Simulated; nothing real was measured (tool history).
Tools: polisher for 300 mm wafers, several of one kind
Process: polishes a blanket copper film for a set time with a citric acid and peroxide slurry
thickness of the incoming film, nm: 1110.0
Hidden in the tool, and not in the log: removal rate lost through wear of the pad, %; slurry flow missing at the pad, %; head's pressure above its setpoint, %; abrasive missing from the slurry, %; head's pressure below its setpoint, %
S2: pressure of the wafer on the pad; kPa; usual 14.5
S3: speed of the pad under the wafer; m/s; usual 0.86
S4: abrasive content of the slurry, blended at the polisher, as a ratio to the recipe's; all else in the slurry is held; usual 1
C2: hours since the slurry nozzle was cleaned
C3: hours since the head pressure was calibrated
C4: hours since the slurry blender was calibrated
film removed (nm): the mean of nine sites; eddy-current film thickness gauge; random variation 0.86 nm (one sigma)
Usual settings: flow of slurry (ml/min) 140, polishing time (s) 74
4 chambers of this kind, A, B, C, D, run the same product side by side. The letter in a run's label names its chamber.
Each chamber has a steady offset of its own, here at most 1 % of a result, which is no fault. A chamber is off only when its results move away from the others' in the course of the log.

run 1B hour=7.2 | flow_of_slurry_(ml/min)=140 S2=14.5 S3=0.86 S4=1 polishing_time_(s)=74 | wafers_polished_on_this_pad=539 C2=267.3 C3=379.7 C4=29.3 | film_removed_(nm)=83.231
run 2C hour=15.8 | flow_of_slurry_(ml/min)=140 S2=14.5 S3=0.86 S4=1 polishing_time_(s)=74 | wafers_polished_on_this_pad=386 C2=423.1 C3=91.9 C4=60 | film_removed_(nm)=83.597
run 3A hour=23.4 | flow_of_slurry_(ml/min)=140 S2=14.5 S3=0.86 S4=1 polishing_time_(s)=74 | wafers_polished_on_this_pad=958 C2=206.2 C3=140.1 C4=91.5 | film_removed_(nm)=81.933
-- hour=33.8 chamber B: worn pad replaced by a new one
run 4D hour=38.1 | flow_of_slurry_(ml/min)=140 S2=14.5 S3=0.86 S4=1 polishing_time_(s)=74 | wafers_polished_on_this_pad=490 C2=419.5 C3=917.8 C4=171.1 | film_removed_(nm)=81.187
-- hour=43.3 chamber C: worn pad replaced by a new one
run 5A hour=45.2 | flow_of_slurry_(ml/min)=140 S2=14.5 S3=0.86 S4=1 polishing_time_(s)=74 | wafers_polished_on_this_pad=1099 C2=228 C3=161.9 C4=113.3 | film_removed_(nm)=81.957
run 6B hour=52.1 | flow_of_slurry_(ml/min)=140 S2=14.5 S3=0.86 S4=1 polishing_time_(s)=74 | wafers_polished_on_this_pad=118 C2=312.2 C3=424.6 C4=74.2 | film_removed_(nm)=82.207
-- hour=57.8 chamber B: slurry nozzle cleaned
run 7D hour=63 | flow_of_slurry_(ml/min)=140 S2=14.5 S3=0.86 S4=1 polishing_time_(s)=74 | wafers_polished_on_this_pad=651 C2=444.4 C3=942.7 C4=196 | film_removed_(nm)=83.389
run 8C hour=75.6 | flow_of_slurry_(ml/min)=140 S2=14.5 S3=0.86 S4=1 polishing_time_(s)=74 | wafers_polished_on_this_pad=208 C2=482.9 C3=151.7 C4=119.8 | film_removed_(nm)=83.668
-- hour=79 chamber A: worn pad replaced by a new one
run 9D hour=84.9 | flow_of_slurry_(ml/min)=140 S2=14.5 S3=0.86 S4=1 polishing_time_(s)=74 | wafers_polished_on_this_pad=792 C2=466.3 C3=964.6 C4=217.9 | film_removed_(nm)=83.94
-- hour=87.4 chamber D: worn pad replaced by a new one
run 10B hour=91.8 | flow_of_slurry_(ml/min)=140 S2=14.5 S3=0.86 S4=1 polishing_time_(s)=74 | wafers_polished_on_this_pad=374 C2=34 C3=464.3 C4=113.9 | film_removed_(nm)=81.967
run 11C hour=106.4 | flow_of_slurry_(ml/min)=140 S2=14.5 S3=0.86 S4=1 polishing_time_(s)=74 | wafers_polished_on_this_pad=407 C2=513.7 C3=182.5 C4=150.6 | film_removed_(nm)=83.256
run 12A hour=114.8 | flow_of_slurry_(ml/min)=140 S2=14.5 S3=0.86 S4=1 polishing_time_(s)=74 | wafers_polished_on_this_pad=231 C2=297.6 C3=231.5 C4=182.9 | film_removed_(nm)=83.41
-- hour=119.1 chamber C: slurry nozzle cleaned
run 13B hour=124.2 | flow_of_slurry_(ml/min)=140 S2=14.5 S3=0.86 S4=1 polishing_time_(s)=74 | wafers_polished_on_this_pad=583 C2=66.4 C3=496.7 C4=146.3 | film_removed_(nm)=82.463
-- hour=129.3 chamber C: worn pad replaced by a new one
run 14C hour=133.2 | flow_of_slurry_(ml/min)=140 S2=14.5 S3=0.62 S4=1 polishing_time_(s)=64 | wafers_polished_on_this_pad=25 C2=14.2 C3=209.3 C4=177.4 | film_removed_(nm)=52.454
-- hour=134.5 chamber B: worn pad replaced by a new one
run 15A hour=141.8 | flow_of_slurry_(ml/min)=140 S2=14.5 S3=0.62 S4=1 polishing_time_(s)=64 | wafers_polished_on_this_pad=405 C2=324.6 C3=258.5 C4=209.9 | film_removed_(nm)=51.771
run 16D hour=149.5 | flow_of_slurry_(ml/min)=140 S2=14.5 S3=0.62 S4=1 polishing_time_(s)=64 | wafers_polished_on_this_pad=400 C2=530.9 C3=1029.2 C4=282.5 | film_removed_(nm)=52.136
run 17D hour=157 | flow_of_slurry_(ml/min)=140 S2=14.5 S3=0.62 S4=1 polishing_time_(s)=64 | wafers_polished_on_this_pad=449 C2=538.4 C3=1036.7 C4=290 | film_removed_(nm)=52.558
-- hour=158.1 chamber D: slurry blender recalibrated
-- hour=161.6 chamber B: slurry blender recalibrated
run 18A hour=170.9 | flow_of_slurry_(ml/min)=140 S2=11.7 S3=0.86 S4=1 polishing_time_(s)=98 | wafers_polished_on_this_pad=593 C2=353.7 C3=287.6 C4=239 | film_removed_(nm)=89.592
-- hour=178 chamber B: head pressure recalibrated
-- hour=185.4 chamber D: slurry nozzle cleaned
run 19C hour=186.2 | flow_of_slurry_(ml/min)=140 S2=11.7 S3=0.86 S4=1 polishing_time_(s)=98 | wafers_polished_on_this_pad=367 C2=67.2 C3=262.3 C4=230.4 | film_removed_(nm)=88.419
run 20B hour=199 | flow_of_slurry_(ml/min)=140 S2=11.7 S3=0.86 S4=1 polishing_time_(s)=98 | wafers_polished_on_this_pad=416 C2=141.2 C3=21.1 C4=37.5 | film_removed_(nm)=77.675
-- hour=204.4 chamber D: worn pad replaced by a new one
run 21C hour=209.3 | flow_of_slurry_(ml/min)=140 S2=11.7 S3=0.86 S4=1 polishing_time_(s)=98 | wafers_polished_on_this_pad=516 C2=90.3 C3=285.4 C4=253.5 | film_removed_(nm)=91.704
run 22B hour=219.9 | flow_of_slurry_(ml/min)=140 S2=14.5 S3=0.86 S4=1 polishing_time_(s)=74 | wafers_polished_on_this_pad=550 C2=162.1 C3=42 C4=58.4 | film_removed_(nm)=72.964
-- hour=223.4 chamber C: worn pad replaced by a new one
-- hour=224.2 chamber B: worn pad replaced by a new one
run 23A hour=230.1 | flow_of_slurry_(ml/min)=140 S2=14.5 S3=0.86 S4=1 polishing_time_(s)=49 | wafers_polished_on_this_pad=975 C2=412.9 C3=346.8 C4=298.2 | film_removed_(nm)=54.564
run 24D hour=238 | flow_of_slurry_(ml/min)=140 S2=14.5 S3=0.86 S4=1 polishing_time_(s)=49 | wafers_polished_on_this_pad=217 C2=52.7 C3=1117.7 C4=79.9 | film_removed_(nm)=54.77
run 25A hour=251.9 | flow_of_slurry_(ml/min)=140 S2=14.5 S3=0.86 S4=1 polishing_time_(s)=49 | wafers_polished_on_this_pad=1115 C2=434.7 C3=368.6 C4=320 | film_removed_(nm)=55.026
-- hour=255.9 chamber C: slurry blender recalibrated
run 26D hour=266.2 | flow_of_slurry_(ml/min)=140 S2=14.5 S3=0.86 S4=1 polishing_time_(s)=49 | wafers_polished_on_this_pad=399 C2=80.9 C3=1145.9 C4=108.1 | film_removed_(nm)=55.262
run 27C hour=273 | flow_of_slurry_(ml/min)=140 S2=14.5 S3=0.86 S4=1 polishing_time_(s)=74 | wafers_polished_on_this_pad=320 C2=154 C3=349.1 C4=17.2 | film_removed_(nm)=82.156
run 28B hour=283.2 | flow_of_slurry_(ml/min)=140 S2=14.5 S3=0.86 S4=1 polishing_time_(s)=74 | wafers_polished_on_this_pad=380 C2=225.4 C3=105.3 C4=121.7 | film_removed_(nm)=72.684

Is one chamber off against the others, does the gauge drift, or is nothing wrong? If a chamber is off, say which, and what the likeliest cause is.

A service left chamber B off against the others.
Cause: head's pressure below its setpoint, % = 12.

Here are 4 candidates for chamber B's next run, each the usual settings with a change, their results left as question marks. Which one brings its results back in line with what the others give on the usual settings?
In line means no further than this from the other chambers' mean on the usual settings: film removed (nm) 3
run 29B-1 hour=294.4 | flow_of_slurry_(ml/min)=140 S2=13.1 S3=0.8 S4=1 polishing_time_(s)=68 | film_removed_(nm)=?
run 29B-2 hour=294.4 | flow_of_slurry_(ml/min)=140 S2=15.2 S3=0.9 S4=1 polishing_time_(s)=78 | film_removed_(nm)=?
run 29B-3 hour=294.4 | flow_of_slurry_(ml/min)=140 S2=13.8 S3=0.86 S4=1 polishing_time_(s)=69 | film_removed_(nm)=?
run 29B-4 hour=294.4 | flow_of_slurry_(ml/min)=140 S2=15.9 S3=0.92 S4=1 polishing_time_(s)=80 | film_removed_(nm)=?

The other chambers' mean on the usual settings: film removed (nm) 82.765
run=29B-1 film_removed_(nm)=56.748
run=29B-2 film_removed_(nm)=83.666
run=29B-3 film_removed_(nm)=64.72
run=29B-4 film_removed_(nm)=91.446
29B-2 brings the chamber back in line.

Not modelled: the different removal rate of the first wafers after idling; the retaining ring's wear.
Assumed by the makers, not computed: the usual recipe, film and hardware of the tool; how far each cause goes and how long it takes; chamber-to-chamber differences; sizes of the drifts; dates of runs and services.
